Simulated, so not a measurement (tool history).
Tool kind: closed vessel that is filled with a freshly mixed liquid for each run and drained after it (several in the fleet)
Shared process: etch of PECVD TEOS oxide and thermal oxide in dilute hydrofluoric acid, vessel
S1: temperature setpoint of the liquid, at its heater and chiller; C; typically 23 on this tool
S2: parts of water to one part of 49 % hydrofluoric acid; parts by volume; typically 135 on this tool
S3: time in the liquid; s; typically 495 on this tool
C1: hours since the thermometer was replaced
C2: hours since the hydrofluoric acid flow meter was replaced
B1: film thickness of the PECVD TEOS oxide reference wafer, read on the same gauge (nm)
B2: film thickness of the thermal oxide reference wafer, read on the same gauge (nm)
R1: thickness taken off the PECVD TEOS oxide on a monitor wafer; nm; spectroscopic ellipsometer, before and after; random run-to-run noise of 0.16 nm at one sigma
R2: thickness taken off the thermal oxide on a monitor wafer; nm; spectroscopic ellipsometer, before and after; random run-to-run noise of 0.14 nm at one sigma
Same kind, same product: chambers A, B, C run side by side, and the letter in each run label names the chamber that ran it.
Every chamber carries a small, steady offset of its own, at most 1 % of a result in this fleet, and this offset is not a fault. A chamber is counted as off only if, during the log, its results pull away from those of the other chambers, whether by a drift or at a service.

run	hour	S1	S2	S3	C1	C2	B1	B2	R1	R2
1B	7.4	23	135	495	310.1	199.9	40.009	59.984	28.987	17.082
2C	16.5	23	135	495	800.1	73.5	40.005	59.989	29.213	16.977
3A	22.6	23	135	495	398.5	739.1	39.979	59.996	29.341	17.203
4A	29.7	23	135	495	405.6	746.2	40.001	59.991	28.95	16.933
5C	35.9	23	135	495	819.5	92.9	39.996	59.999	29.317	16.779
6B	42.4	23	185	595	345.1	234.9	40.016	60.025	24.235	14.271
7C	50.5	23	185	595	834.1	107.5	40.016	59.985	24.141	14.318
8B	54.9	23	185	595	357.6	247.4	40.022	59.977	23.954	14.239
9A	61.7	23	135	495	437.6	778.2	40.043	59.992	28.906	16.927
10C	67.2	23	135	765	850.8	124.2	39.992	60.005	45.455	26.167
11B	72.7	23	135	765	375.4	265.2	40.022	60.016	45.116	26.291
12A	78.1	23	135	765	454	794.6	40.005	60.003	45.175	26.353
13B	84.1	23	135	495	386.8	276.6	39.964	60.006	28.941	16.923
14A	89.7	23	135	495	465.6	806.2	39.94	60.005	29.191	17.05
15C	98.2	23	135	495	881.8	155.2	39.978	59.999	29.106	17.131
16C	102.8	23	135	495	886.4	159.8	40.059	60.012	28.99	17.157
17B	107.4	23	195	705	410.1	299.9	39.985	60.007	26.751	15.917
18A	114.3	23	195	705	490.2	830.8	39.987	59.999	26.399	15.64
19C	118.6	23	195	705	902.2	175.6	39.965	60.009	26.793	15.841
20B	125.2	23	135	495	427.9	317.7	39.969	60.012	28.397	17.006
21A	132.3	23	135	495	508.2	848.8	39.963	60.014	28.913	17.246
22B	139.8	23	135	495	442.5	332.3	39.987	60.008	28.54	16.96
23A	148.2	23	135	495	524.1	864.7	39.987	59.998	29.29	17.347
24C	154.3	24.5	135	495	937.9	211.3	40.018	60.009	30.765	18.198
25C	162.1	24.5	135	495	945.7	219.1	39.998	59.981	30.871	17.895
26A	166.7	24.5	135	495	542.6	883.2	40.026	59.996	31.156	18.374
27B	174.1	23	135	495	476.8	366.6	39.966	59.993	28.956	17.261
28C	181	23	135	495	964.6	238	39.967	59.985	29.262	16.887
29B	185.8	23	135	495	488.5	378.3	39.945	60.009	28.601	16.973
30A	194.8	23	135	495	570.7	911.3	39.993	59.999	29.85	17.898
31C	200.3	23	135	495	983.9	257.3	40.043	59.984	29.112	17.064
32B	209.1	23	135	495	511.8	401.6	39.957	60.002	28.748	16.835
33A	217.4	23	135	495	593.3	933.9	39.987	60.016	30.047	17.679
34B	221.8	23	135	495	524.5	414.3	39.971	59.998	28.452	17.13
35C	229.8	23	135	495	1013.4	286.8	40	60.017	29.226	17.245
36A	236.1	23	135	495	612	952.6	40.026	60	30.205	17.619
37C	244.1	23	105	495	1027.7	301.1	39.978	59.991	38.488	22.449
38B	251.8	23	105	495	554.5	444.3	39.939	59.988	38.084	22.455
39A	256.8	23	105	495	632.7	973.3	40.004	60.009	40.585	24.044
# hour 260.9: chamber A: thermometer replaced
40A	264	23	135	495	3.1	980.5	40.03	60.013	30.277	18.077
41B	269.9	23	135	495	572.6	462.4	39.961	59.994	29.135	16.998
42C	275.5	26.5	195	495	1059.1	332.5	39.953	59.999	21.707	12.63

Has any chamber moved away from the others, gradually or after a service, or does the common gauge drift, or do the chambers differ only by their own small steady offsets? State the chamber and the most likely cause if one applies.

It is chamber A that slowly wanders off from its peers.
Most likely cause: hydrofluoric acid flow above the setpoint (%) = 4.87.

Which of the 4 candidates below, each the usual settings with something changed and its results left as question marks, puts chamber A back in line with what the other chambers give on the usual settings?
In-line tolerance around the mean of the other chambers on the usual settings: R1 0.55 nm; R2 0.5 nm
43A-1	282.1	23	140	485					?	?
43A-2	282.1	23	130	525					?	?
43A-3	282.1	23	140	465					?	?
43A-4	282.1	23	130	505					?	?

Mean of the other chambers on the usual settings: R1 28.954 nm; R2 17.01 nm
run	R1	R2
43A-1	28.711	16.948
43A-2	33.883	20
43A-3	27.527	16.249
43A-4	32.592	19.238
The right change is 43A-1: it brings the chamber back within the allowed miss of the others.
